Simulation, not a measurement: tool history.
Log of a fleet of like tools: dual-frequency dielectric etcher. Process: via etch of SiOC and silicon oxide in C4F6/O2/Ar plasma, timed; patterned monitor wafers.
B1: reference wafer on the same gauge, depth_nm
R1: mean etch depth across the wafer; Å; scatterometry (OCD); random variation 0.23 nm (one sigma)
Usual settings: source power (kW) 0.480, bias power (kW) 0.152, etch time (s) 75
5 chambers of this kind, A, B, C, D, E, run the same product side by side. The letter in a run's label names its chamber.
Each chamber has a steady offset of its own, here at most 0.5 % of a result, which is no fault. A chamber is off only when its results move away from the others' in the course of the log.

{"run": "1E", "day": 0.208, "source power (kW)": 0.48, "bias power (kW)": 0.152, "etch time (s)": 75, "B1": 84.548, "R1": 869.59}
{"run": "2B", "day": 0.45, "source power (kW)": 0.48, "bias power (kW)": 0.152, "etch time (s)": 75, "B1": 84.641, "R1": 863.32}
{"run": "3A", "day": 0.592, "source power (kW)": 0.48, "bias power (kW)": 0.152, "etch time (s)": 75, "B1": 84.586, "R1": 864.27}
{"run": "4D", "day": 0.758, "source power (kW)": 0.48, "bias power (kW)": 0.152, "etch time (s)": 75, "B1": 84.612, "R1": 861.5}
{"run": "5C", "day": 0.892, "source power (kW)": 0.48, "bias power (kW)": 0.152, "etch time (s)": 75, "B1": 84.549, "R1": 866.24}
{"run": "6E", "day": 1.067, "source power (kW)": 0.48, "bias power (kW)": 0.152, "etch time (s)": 75, "B1": 84.57, "R1": 864.4}
{"run": "7A", "day": 1.375, "source power (kW)": 0.38, "bias power (kW)": 0.152, "etch time (s)": 75, "B1": 84.6, "R1": 786.93}
{"run": "8D", "day": 1.675, "source power (kW)": 0.38, "bias power (kW)": 0.152, "etch time (s)": 75, "B1": 84.567, "R1": 790.87}
{"run": "9C", "day": 1.971, "source power (kW)": 0.38, "bias power (kW)": 0.152, "etch time (s)": 75, "B1": 84.661, "R1": 787.58}
{"run": "10B", "day": 2.138, "source power (kW)": 0.38, "bias power (kW)": 0.152, "etch time (s)": 75, "B1": 84.616, "R1": 792.62}
{"run": "11D", "day": 2.304, "source power (kW)": 0.38, "bias power (kW)": 0.152, "etch time (s)": 75, "B1": 84.642, "R1": 787.13}
{"run": "12B", "day": 2.575, "source power (kW)": 0.48, "bias power (kW)": 0.152, "etch time (s)": 75, "B1": 84.603, "R1": 862.01}
{"run": "13A", "day": 2.746, "source power (kW)": 0.48, "bias power (kW)": 0.152, "etch time (s)": 75, "B1": 84.643, "R1": 867.98}
{"day": 2.862, "done": "chamber D: wet clean of the chamber"}
{"run": "14E", "day": 2.971, "source power (kW)": 0.48, "bias power (kW)": 0.152, "etch time (s)": 75, "B1": 84.672, "R1": 867.42}
{"day": 3.029, "done": "chamber C: wet clean of the chamber"}
{"run": "15C", "day": 3.196, "source power (kW)": 0.48, "bias power (kW)": 0.152, "etch time (s)": 75, "B1": 84.621, "R1": 861.69}
{"run": "16A", "day": 3.4, "source power (kW)": 0.48, "bias power (kW)": 0.152, "etch time (s)": 75, "B1": 84.627, "R1": 863.87}
{"run": "17B", "day": 3.658, "source power (kW)": 0.48, "bias power (kW)": 0.152, "etch time (s)": 75, "B1": 84.566, "R1": 864.55}
{"run": "18E", "day": 3.958, "source power (kW)": 0.48, "bias power (kW)": 0.152, "etch time (s)": 75, "B1": 84.627, "R1": 865.22}
{"run": "19D", "day": 4.179, "source power (kW)": 0.48, "bias power (kW)": 0.152, "etch time (s)": 75, "B1": 84.631, "R1": 888.96}
{"run": "20C", "day": 4.421, "source power (kW)": 0.48, "bias power (kW)": 0.152, "etch time (s)": 75, "B1": 84.604, "R1": 863.89}
{"run": "21A", "day": 4.617, "source power (kW)": 0.48, "bias power (kW)": 0.152, "etch time (s)": 75, "B1": 84.526, "R1": 863.94}
{"run": "22C", "day": 4.925, "source power (kW)": 0.48, "bias power (kW)": 0.152, "etch time (s)": 75, "B1": 84.606, "R1": 863.64}
{"day": 4.992, "done": "chamber A: wet clean of the chamber"}
{"run": "23B", "day": 5.212, "source power (kW)": 0.48, "bias power (kW)": 0.152, "etch time (s)": 75, "B1": 84.585, "R1": 864.13}
{"run": "24D", "day": 5.479, "source power (kW)": 0.48, "bias power (kW)": 0.152, "etch time (s)": 75, "B1": 84.606, "R1": 886.35}
{"run": "25E", "day": 5.675, "source power (kW)": 0.48, "bias power (kW)": 0.152, "etch time (s)": 75, "B1": 84.618, "R1": 869.06}
{"run": "26B", "day": 5.892, "source power (kW)": 0.48, "bias power (kW)": 0.152, "etch time (s)": 75, "B1": 84.587, "R1": 863.24}
{"run": "27C", "day": 6.092, "source power (kW)": 0.48, "bias power (kW)": 0.152, "etch time (s)": 75, "B1": 84.549, "R1": 861.93}
{"run": "28A", "day": 6.388, "source power (kW)": 0.48, "bias power (kW)": 0.152, "etch time (s)": 75, "B1": 84.606, "R1": 864.95}
{"run": "29D", "day": 6.683, "source power (kW)": 0.48, "bias power (kW)": 0.152, "etch time (s)": 75, "B1": 84.621, "R1": 885.44}
{"run": "30E", "day": 6.821, "source power (kW)": 0.48, "bias power (kW)": 0.152, "etch time (s)": 75, "B1": 84.531, "R1": 867.63}
{"run": "31A", "day": 6.983, "source power (kW)": 0.48, "bias power (kW)": 0.152, "etch time (s)": 75, "B1": 84.605, "R1": 868.48}
{"run": "32B", "day": 7.142, "source power (kW)": 0.48, "bias power (kW)": 0.152, "etch time (s)": 75, "B1": 84.596, "R1": 864.04}
{"run": "33E", "day": 7.288, "source power (kW)": 0.48, "bias power (kW)": 0.152, "etch time (s)": 75, "B1": 84.589, "R1": 867.44}
{"run": "34C", "day": 7.575, "source power (kW)": 0.48, "bias power (kW)": 0.152, "etch time (s)": 75, "B1": 84.61, "R1": 866.63}
{"run": "35D", "day": 7.875, "source power (kW)": 0.48, "bias power (kW)": 0.152, "etch time (s)": 75, "B1": 84.608, "R1": 884.83}

All 5 chambers run these settings next. Forecast each chamber's results:
{"run": "36A", "day": 8.096, "source power (kW)": 0.48, "bias power (kW)": 0.152, "etch time (s)": 88, "R1": "?"}
{"run": "36B", "day": 8.096, "source power (kW)": 0.48, "bias power (kW)": 0.152, "etch time (s)": 88, "R1": "?"}
{"run": "36C", "day": 8.096, "source power (kW)": 0.48, "bias power (kW)": 0.152, "etch time (s)": 88, "R1": "?"}
{"run": "36D", "day": 8.096, "source power (kW)": 0.48, "bias power (kW)": 0.152, "etch time (s)": 88, "R1": "?"}
{"run": "36E", "day": 8.096, "source power (kW)": 0.48, "bias power (kW)": 0.152, "etch time (s)": 88, "R1": "?"}

run=36A R1=1018.00
run=36B R1=1014.10
run=36C R1=1012.20
run=36D R1=1037.80
run=36E R1=1020.50
